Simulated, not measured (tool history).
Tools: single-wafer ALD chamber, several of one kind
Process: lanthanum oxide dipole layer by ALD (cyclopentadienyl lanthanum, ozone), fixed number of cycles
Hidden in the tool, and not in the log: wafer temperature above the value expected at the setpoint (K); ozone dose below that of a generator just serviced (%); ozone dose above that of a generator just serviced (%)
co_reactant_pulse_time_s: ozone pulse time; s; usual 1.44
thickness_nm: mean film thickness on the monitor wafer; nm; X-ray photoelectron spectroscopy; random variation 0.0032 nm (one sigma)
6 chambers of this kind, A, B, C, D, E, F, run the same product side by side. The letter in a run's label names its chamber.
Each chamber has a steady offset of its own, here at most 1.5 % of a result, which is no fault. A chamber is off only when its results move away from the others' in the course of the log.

run	day	co_reactant_pulse_time_s	hours since the last thermocouple change	hours since the last ozone generator service	read-back reference wafer on the same gauge, thickness_nm	thickness_nm
1F	0.225	1.44	80.0	915.5	0.54201	0.54064
2C	0.488	1.44	695.6	263.7	0.54215	0.54241
# day 0.638: chamber A: thermocouple changed; heater temperature recalibrated
3E	0.771	1.44	1256.0	1108.0	0.54256	0.55072
4B	1.062	1.44	473.0	461.6	0.54215	0.54248
5D	1.242	1.44	1399.0	54.4	0.54227	0.54454
6A	1.475	0.88	20.1	168.6	0.54245	0.47336
7D	1.638	0.88	1408.5	63.9	0.54175	0.48291
8F	1.846	0.88	118.9	954.4	0.54174	0.47124
9C	2.104	0.88	734.4	302.5	0.54140	0.47425
10A	2.233	0.88	38.3	186.8	0.54283	0.48221
11E	2.483	0.88	1297.1	1149.1	0.54252	0.48027
12B	2.696	1.44	512.2	500.8	0.54223	0.53740
13E	2.850	1.44	1305.9	1157.9	0.54186	0.54667
14B	3.000	1.44	519.5	508.1	0.54190	0.53632
15D	3.133	1.64	1444.4	99.8	0.54258	0.55584
16A	3.408	1.64	66.5	215.0	0.54185	0.56350
17C	3.679	1.64	772.2	340.3	0.54206	0.55134
18F	3.854	1.64	167.1	1002.6	0.54302	0.55227
19F	4.104	1.64	173.1	1008.6	0.54154	0.54876
# day 4.117: chamber F: ozone generator serviced
20E	4.338	1.64	1341.6	1193.6	0.54266	0.56220
21A	4.542	1.44	93.7	242.2	0.54218	0.54582
22D	4.746	1.44	1483.1	138.5	0.54214	0.54887
23C	4.904	1.76	801.6	369.7	0.54155	0.55294
24B	5.121	1.76	570.4	559.0	0.54218	0.55619
25C	5.383	1.76	813.1	381.2	0.54198	0.54478
26A	5.667	1.76	120.7	269.2	0.54229	0.56307
27E	5.900	1.76	1379.1	1231.1	0.54231	0.56865
28F	6.188	1.76	223.1	49.8	0.54155	0.55488
29D	6.392	1.44	1522.6	178.0	0.54225	0.54589
30B	6.596	1.44	605.8	594.4	0.54212	0.54209
31B	6.725	1.44	608.9	597.5	0.54135	0.54147
32E	6.975	1.44	1404.9	1256.9	0.54201	0.54735
33D	7.179	1.44	1541.5	196.9	0.54210	0.54807
34F	7.346	1.44	250.9	77.6	0.54131	0.53969
35C	7.604	1.15	866.4	434.5	0.54176	0.47016
36A	7.825	1.15	172.5	321.0	0.54155	0.51785
37A	8.096	1.15	179.0	327.5	0.54228	0.52073

Is one chamber off against the others, does the gauge drift, or is nothing wrong? If a chamber is off, say which, and what the likeliest cause is.

Chamber C drifts away from the others.
Cause: ozone dose below that of a generator just serviced (%) = 28.7.

Here are 4 candidates for chamber C's next run, each the usual settings with a change, their results left as question marks. Which one brings its results back in line with what the others give on the usual settings?
In line means no further than this from the other chambers' mean on the usual settings: thickness_nm 0.01100 nm
38C-1	8.308	1.57				?
38C-2	8.308	1.96				?
38C-3	8.308	1.12				?
38C-4	8.308	1.31				?

The other chambers' mean on the usual settings: thickness_nm 0.54488 nm
run	thickness_nm
38C-1	0.51518
38C-2	0.54104
38C-3	0.46081
38C-4	0.48803
38C-2 brings the chamber back in line.

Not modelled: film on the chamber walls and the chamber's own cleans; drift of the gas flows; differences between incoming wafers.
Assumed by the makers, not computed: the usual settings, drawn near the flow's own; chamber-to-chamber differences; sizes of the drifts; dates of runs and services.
